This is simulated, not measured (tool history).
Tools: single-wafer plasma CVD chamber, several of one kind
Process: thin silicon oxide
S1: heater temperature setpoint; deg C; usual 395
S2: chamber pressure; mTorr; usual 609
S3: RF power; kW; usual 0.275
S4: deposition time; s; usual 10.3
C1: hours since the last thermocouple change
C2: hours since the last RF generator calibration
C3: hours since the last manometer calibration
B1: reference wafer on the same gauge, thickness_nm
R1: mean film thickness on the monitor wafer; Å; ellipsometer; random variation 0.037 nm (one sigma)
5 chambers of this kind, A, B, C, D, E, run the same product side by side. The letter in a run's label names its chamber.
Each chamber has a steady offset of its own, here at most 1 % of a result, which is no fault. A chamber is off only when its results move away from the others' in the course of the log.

Run 1B, hour 8.4: usual settings; C1 1167.4; C2 1826.3; C3 2767.9; B1 11.103. Result: R1 139.87 Å.
Run 2A, hour 14: usual settings; C1 1277.1; C2 1553.9; C3 187.1; B1 11.096. Result: R1 138.14 Å.
At hour 20: chamber E: capacitance manometer re-zeroed and calibrated.
Run 3D, hour 20.5: usual settings; C1 586.8; C2 270.2; C3 2635.2; B1 11.092. Result: R1 138.86 Å.
Run 4E, hour 29.2: usual settings; C1 689.9; C2 478.1; C3 9.2; B1 11.102. Result: R1 139.2 Å.
Run 5C, hour 38.9: usual settings; C1 1489.7; C2 97.8; C3 1002.2; B1 11.104. Result: R1 137.79 Å.
Run 6B, hour 45: usual settings but S1 409 deg C; C1 1204; C2 1862.9; C3 2804.5; B1 11.094. Result: R1 138.05 Å.
Run 7A, hour 55: usual settings but S1 409 deg C; C1 1318.1; C2 1594.9; C3 228.1; B1 11.101. Result: R1 137.81 Å.
Run 8D, hour 61.7: usual settings but S1 409 deg C; C1 628; C2 311.4; C3 2676.4; B1 11.103. Result: R1 137.66 Å.
Run 9E, hour 72.5: usual settings but S1 409 deg C; C1 733.2; C2 521.4; C3 52.5; B1 11.108. Result: R1 137.42 Å.
Run 10C, hour 81.2: usual settings but S1 409 deg C; C1 1532; C2 140.1; C3 1044.5; B1 11.106. Result: R1 136.07 Å.
Run 11D, hour 89.9: usual settings; C1 656.2; C2 339.6; C3 2704.6; B1 11.102. Result: R1 138.86 Å.
Run 12E, hour 95.4: usual settings; C1 756.1; C2 544.3; C3 75.4; B1 11.097. Result: R1 139.01 Å.
Run 13B, hour 101.6: usual settings but S2 470 mTorr, S3 0.3 kW; C1 1260.6; C2 1919.5; C3 2861.1; B1 11.102. Result: R1 109.33 Å.
Run 14C, hour 107.7: usual settings but S2 470 mTorr, S3 0.3 kW; C1 1558.5; C2 166.6; C3 1071; B1 11.106. Result: R1 106.79 Å.
At hour 111.1: chamber B: RF generator calibrated.
Run 15A, hour 118.5: usual settings but S2 470 mTorr, S3 0.3 kW; C1 1381.6; C2 1658.4; C3 291.6; B1 11.093. Result: R1 106.28 Å.
Run 16D, hour 126.5: usual settings but S2 470 mTorr, S3 0.3 kW; C1 692.8; C2 376.2; C3 2741.2; B1 11.096. Result: R1 107.52 Å.
At hour 126.6: chamber D: capacitance manometer re-zeroed and calibrated.
At hour 128.4: chamber C: capacitance manometer re-zeroed and calibrated.
Run 17A, hour 138.3: usual settings but S2 470 mTorr, S3 0.3 kW; C1 1401.4; C2 1678.2; C3 311.4; B1 11.1. Result: R1 107.48 Å.
Run 18B, hour 146.8: usual settings; C1 1305.8; C2 35.8; C3 2906.3; B1 11.106. Result: R1 138.74 Å.
Run 19E, hour 152.1: usual settings; C1 812.8; C2 601; C3 132.1; B1 11.101. Result: R1 139.15 Å.
At hour 156.8: chamber B: capacitance manometer re-zeroed and calibrated.
Run 20C, hour 164: usual settings; C1 1614.8; C2 222.9; C3 35.6; B1 11.102. Result: R1 140.84 Å.
Run 21B, hour 175.3: usual settings; C1 1334.3; C2 64.3; C3 18.6; B1 11.105. Result: R1 139.2 Å.
Run 22D, hour 182: usual settings; C1 748.3; C2 431.7; C3 55.4; B1 11.1. Result: R1 139.2 Å.
Run 23C, hour 187.7: usual settings; C1 1638.5; C2 246.6; C3 59.3; B1 11.093. Result: R1 141.24 Å.
Run 24A, hour 194.4: usual settings; C1 1457.5; C2 1734.3; C3 367.5; B1 11.095. Result: R1 138.34 Å.
At hour 195.4: chamber E: thermocouple changed; heater temperature recalibrated.
Run 25E, hour 202.4: usual settings; C1 7.1; C2 651.3; C3 182.4; B1 11.093. Result: R1 139.24 Å.
Run 26D, hour 210: usual settings but S2 733 mTorr; C1 776.3; C2 459.7; C3 83.4; B1 11.096. Result: R1 169.1 Å.
Run 27B, hour 216.2: usual settings but S2 733 mTorr; C1 1375.2; C2 105.2; C3 59.5; B1 11.101. Result: R1 168.93 Å.
Run 28C, hour 227.2: usual settings but S2 733 mTorr; C1 1678; C2 286.1; C3 98.8; B1 11.108. Result: R1 172.07 Å.
Run 29E, hour 234.5: usual settings but S2 733 mTorr; C1 39.2; C2 683.4; C3 214.5; B1 11.1. Result: R1 169.19 Å.
Run 30A, hour 242.8: usual settings but S2 733 mTorr; C1 1505.9; C2 1782.7; C3 415.9; B1 11.106. Result: R1 169.26 Å.

What goes on in this fleet: one chamber off, a drifting gauge, or nothing beyond the chambers' own small offsets? Name the chamber and the cause, if any.

A service left chamber C off against the others.
Cause: true pressure above the setpoint (%) = 2.

Here are 4 candidates for chamber C's next run, each the usual settings with a change, their results left as question marks. Which one brings its results back in line with what the others give on the usual settings?
In line means no further than this from the other chambers' mean on the usual settings: R1 1.3 Å
Run 31C-1, hour 251.4: usual settings but S2 621 mTorr, S4 10.4 s. Result: R1 ?.
Run 31C-2, hour 251.4: usual settings but S1 374 deg C. Result: R1 ?.
Run 31C-3, hour 251.4: usual settings but S4 10 s. Result: R1 ?.
Run 31C-4, hour 251.4: usual settings but S2 600 mTorr. Result: R1 ?.

The other chambers' mean on the usual settings: R1 138.76 Å
  run      R1
31C-1  145.47
31C-2  142.99
31C-3  136.93
31C-4  138.74
31C-4 brings the chamber back in line.
